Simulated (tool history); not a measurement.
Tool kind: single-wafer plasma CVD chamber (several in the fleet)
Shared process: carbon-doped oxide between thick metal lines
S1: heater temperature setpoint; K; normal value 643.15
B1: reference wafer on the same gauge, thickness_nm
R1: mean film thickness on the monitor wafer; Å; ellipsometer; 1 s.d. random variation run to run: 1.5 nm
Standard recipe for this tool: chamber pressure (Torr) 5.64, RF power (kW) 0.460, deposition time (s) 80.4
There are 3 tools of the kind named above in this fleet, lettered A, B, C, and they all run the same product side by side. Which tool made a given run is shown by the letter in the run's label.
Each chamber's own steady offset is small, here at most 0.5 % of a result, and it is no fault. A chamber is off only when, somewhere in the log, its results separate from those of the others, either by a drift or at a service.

Run 1B, hour 3.0: usual settings; B1 336.26. Result: R1 3752.9 Å.
Run 2C, hour 5.8: usual settings; B1 335.83. Result: R1 3783.4 Å.
Run 3A, hour 8.5: usual settings; B1 335.96. Result: R1 3742.8 Å.
Run 4B, hour 13.3: usual settings; B1 336.02. Result: R1 3766.2 Å.
Run 5A, hour 15.9: usual settings; B1 336.18. Result: R1 3738.4 Å.
Run 6C, hour 18.4: usual settings; B1 335.94. Result: R1 3754.8 Å.
Run 7C, hour 22.4: usual settings but S1 650.15 K, deposition time (s) 71.4; B1 336.38. Result: R1 3288.9 Å.
Run 8A, hour 25.8: usual settings but S1 650.15 K, deposition time (s) 71.4; B1 335.95. Result: R1 3264.2 Å.
Run 9B, hour 28.6: usual settings but S1 650.15 K, deposition time (s) 71.4; B1 335.90. Result: R1 3303.5 Å.
Run 10A, hour 32.3: usual settings; B1 336.04. Result: R1 3726.3 Å.
Run 11B, hour 35.1: usual settings; B1 336.04. Result: R1 3767.5 Å.
Run 12C, hour 37.8: usual settings; B1 335.77. Result: R1 3761.8 Å.
Run 13B, hour 41.2: usual settings; B1 336.09. Result: R1 3768.3 Å.
Run 14C, hour 43.6: usual settings; B1 335.97. Result: R1 3763.0 Å.
Run 15A, hour 47.4: usual settings; B1 336.01. Result: R1 3733.0 Å.
Run 16C, hour 52.3: usual settings; B1 336.17. Result: R1 3772.7 Å.
Run 17B, hour 57.5: usual settings; B1 335.96. Result: R1 3733.8 Å.
Run 18A, hour 62.2: usual settings; B1 336.34. Result: R1 3736.1 Å.
Run 19C, hour 67.6: usual settings but RF power (kW) 0.535; B1 336.29. Result: R1 4117.2 Å.
Run 20B, hour 70.0: usual settings but RF power (kW) 0.535; B1 335.94. Result: R1 4139.7 Å.
Run 21A, hour 72.6: usual settings but RF power (kW) 0.535; B1 335.91. Result: R1 4115.4 Å.
Run 22B, hour 77.1: usual settings; B1 336.33. Result: R1 3777.9 Å.
Run 23C, hour 80.4: usual settings but S1 635.15 K, RF power (kW) 0.550; B1 336.08. Result: R1 4295.6 Å.
Run 24A, hour 83.9: usual settings but S1 635.15 K, RF power (kW) 0.550; B1 336.01. Result: R1 4279.1 Å.
Run 25C, hour 88.2: usual settings but S1 635.15 K, RF power (kW) 0.550; B1 335.94. Result: R1 4268.2 Å.
Run 26A, hour 92.6: usual settings; B1 336.19. Result: R1 3722.3 Å.
Run 27B, hour 97.0: usual settings; B1 336.12. Result: R1 3750.1 Å.
Run 28A, hour 100.8: usual settings; B1 336.48. Result: R1 3756.9 Å.
Run 29B, hour 105.4: usual settings; B1 335.94. Result: R1 3736.7 Å.
Run 30C, hour 108.5: usual settings; B1 335.83. Result: R1 3764.6 Å.
Run 31B, hour 112.5: usual settings but S1 657.15 K, chamber pressure (Torr) 4.32; B1 336.09. Result: R1 3501.8 Å.
Run 32A, hour 115.7: usual settings but S1 657.15 K, chamber pressure (Torr) 4.32; B1 336.16. Result: R1 3492.6 Å.
Run 33C, hour 120.7: usual settings but S1 657.15 K, chamber pressure (Torr) 4.32; B1 336.14. Result: R1 3517.6 Å.
Run 34C, hour 123.8: usual settings; B1 335.89. Result: R1 3750.7 Å.
Run 35A, hour 127.7: usual settings; B1 336.01. Result: R1 3731.9 Å.
Run 36B, hour 130.8: usual settings; B1 335.95. Result: R1 3740.2 Å.
Run 37C, hour 134.0: usual settings; B1 336.17. Result: R1 3740.8 Å.
Run 38B, hour 136.6: usual settings; B1 336.12. Result: R1 3740.4 Å.
Run 39A, hour 140.2: usual settings; B1 336.03. Result: R1 3729.0 Å.

For the next run the whole fleet of 3 chambers uses the same settings. Give each chamber's results:
Run 40A, hour 144.1: usual settings but chamber pressure (Torr) 4.47. Result: R1 ?.
Run 40B, hour 144.1: usual settings but chamber pressure (Torr) 4.47. Result: R1 ?.
Run 40C, hour 144.1: usual settings but chamber pressure (Torr) 4.47. Result: R1 ?.

run      R1
40A  3619.5
40B  3591.6
40C  3659.9
